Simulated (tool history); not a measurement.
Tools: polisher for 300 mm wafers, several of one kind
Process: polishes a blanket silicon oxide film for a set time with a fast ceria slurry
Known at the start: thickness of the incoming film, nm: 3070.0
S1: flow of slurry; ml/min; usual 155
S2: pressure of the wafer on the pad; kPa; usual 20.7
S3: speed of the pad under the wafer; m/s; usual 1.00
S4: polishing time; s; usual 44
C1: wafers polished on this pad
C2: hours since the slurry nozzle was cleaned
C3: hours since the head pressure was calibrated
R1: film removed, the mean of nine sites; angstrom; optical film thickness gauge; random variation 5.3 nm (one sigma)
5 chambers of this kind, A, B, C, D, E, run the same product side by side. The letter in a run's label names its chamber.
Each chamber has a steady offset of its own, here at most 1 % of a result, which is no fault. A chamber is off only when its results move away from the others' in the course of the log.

run,hour,S1,S2,S3,S4,C1,C2,C3,R1
1E,5.1,155,20.7,1.00,44,337,128.1,157.9,6744.0
2D,9.9,155,20.7,1.00,44,595,404.0,1215.3,6793.6
3C,17.8,155,20.7,1.00,44,569,33.9,250.0,6688.1
# hour 17.9: chamber D: worn pad replaced by a new one
4A,25.3,155,20.7,1.00,44,544,208.3,1080.0,6630.9
# hour 30.8: chamber E: worn pad replaced by a new one
5B,31.8,155,20.7,1.00,44,863,159.3,257.5,6706.8
# hour 36.0: chamber C: worn pad replaced by a new one
6B,39.6,155,20.7,1.00,44,957,167.1,265.3,6701.1
7E,44.8,155,20.7,1.00,44,168,167.8,197.6,6725.2
8C,53.7,155,20.7,1.00,44,211,69.8,285.9,6678.9
# hour 55.1: chamber B: worn pad replaced by a new one
9D,60.1,155,20.7,1.00,44,504,454.2,1265.5,6718.3
# hour 68.3: chamber A: worn pad replaced by a new one
10A,68.4,155,13.8,1.00,55,1,251.4,1123.1,5558.3
11C,72.9,155,13.8,1.00,55,441,89.0,305.1,5521.0
# hour 81.0: chamber C: head pressure recalibrated
12A,81.9,155,13.8,1.00,55,162,264.9,1136.6,5551.6
# hour 88.3: chamber D: worn pad replaced by a new one
13E,88.3,155,13.8,1.00,55,688,211.3,241.1,5519.1
14D,97.4,155,13.8,1.00,55,109,491.5,1302.8,5584.9
# hour 99.4: chamber E: worn pad replaced by a new one
15B,105.9,155,20.7,1.00,44,607,233.4,331.6,6737.1
# hour 107.7: chamber C: worn pad replaced by a new one
16B,114.2,155,20.7,1.00,44,706,241.7,339.9,6601.5
17C,120.7,155,20.7,1.00,44,155,136.8,39.7,6611.8
18D,129.1,120,20.7,0.82,44,488,523.2,1334.5,5148.9
19E,137.4,120,20.7,0.82,44,455,260.4,290.2,5259.6
# hour 144.1: chamber B: worn pad replaced by a new one
20A,145.7,120,20.7,0.82,44,925,328.7,1200.4,5253.6
# hour 146.5: chamber D: worn pad replaced by a new one
21B,149.8,120,20.7,0.82,44,68,277.3,375.5,5150.8
# hour 154.5: chamber E: worn pad replaced by a new one
22D,157.4,120,20.7,0.82,44,130,551.5,1362.8,5246.4
# hour 163.7: chamber A: worn pad replaced by a new one
23E,164.7,185,20.7,1.00,44,122,287.7,317.5,6873.7
# hour 167.5: chamber A: head pressure recalibrated
# hour 170.1: chamber C: worn pad replaced by a new one
24A,172.1,185,20.7,1.00,44,100,355.1,4.6,6821.1
# hour 180.1: chamber C: slurry nozzle cleaned
25C,181.2,185,20.7,1.00,44,133,1.2,100.2,6897.9
26E,190.1,185,20.7,1.00,44,426,313.1,342.9,6690.6
# hour 192.0: chamber E: slurry nozzle cleaned
# hour 194.9: chamber D: head pressure recalibrated
27A,198.4,185,20.7,1.00,44,415,381.4,30.9,6810.0
# hour 201.1: chamber D: worn pad replaced by a new one
28D,206.3,155,20.7,1.00,44,62,600.4,11.5,6646.1
29C,214.7,155,20.7,1.00,44,533,34.7,133.7,6616.9
# hour 219.0: chamber E: worn pad replaced by a new one
30B,222.0,155,20.7,1.00,44,931,349.5,447.7,6586.5
31B,226.2,155,20.7,1.00,44,981,353.7,451.9,6613.9
32D,231.6,155,20.7,1.00,44,364,625.7,36.8,6720.6
# hour 240.1: chamber C: worn pad replaced by a new one
33A,240.1,155,20.7,1.00,44,913,423.1,72.6,6617.6
# hour 242.6: chamber B: slurry nozzle cleaned
# hour 243.7: chamber B: worn pad replaced by a new one
34E,248.4,155,20.7,1.00,44,351,56.4,401.2,6604.0
35C,253.9,200,20.7,0.86,44,165,73.9,172.9,5999.1
# hour 254.9: chamber D: worn pad replaced by a new one
36A,262.0,200,20.7,0.86,44,1175,445.0,94.5,5934.7
37E,269.9,200,20.7,0.86,44,608,77.9,422.7,5978.0
38B,276.6,200,20.7,0.86,44,394,34.1,502.3,5991.9
# hour 277.1: chamber E: worn pad replaced by a new one
39C,284.5,200,20.7,0.86,44,531,104.5,203.5,5996.3
40D,292.8,155,20.7,1.00,44,454,686.9,98.0,6617.2
41B,300.0,155,20.7,1.00,44,673,57.5,525.7,6557.8
42E,305.5,155,20.7,1.00,44,339,113.5,458.3,6659.4
43D,311.8,155,20.7,1.26,39,681,705.9,117.0,7390.4

What goes on in this fleet: one chamber off, a drifting gauge, or nothing beyond the chambers' own small offsets? Name the chamber and the cause, if any.

No chamber stands off beyond its own small offset, and the gauge holds steady.
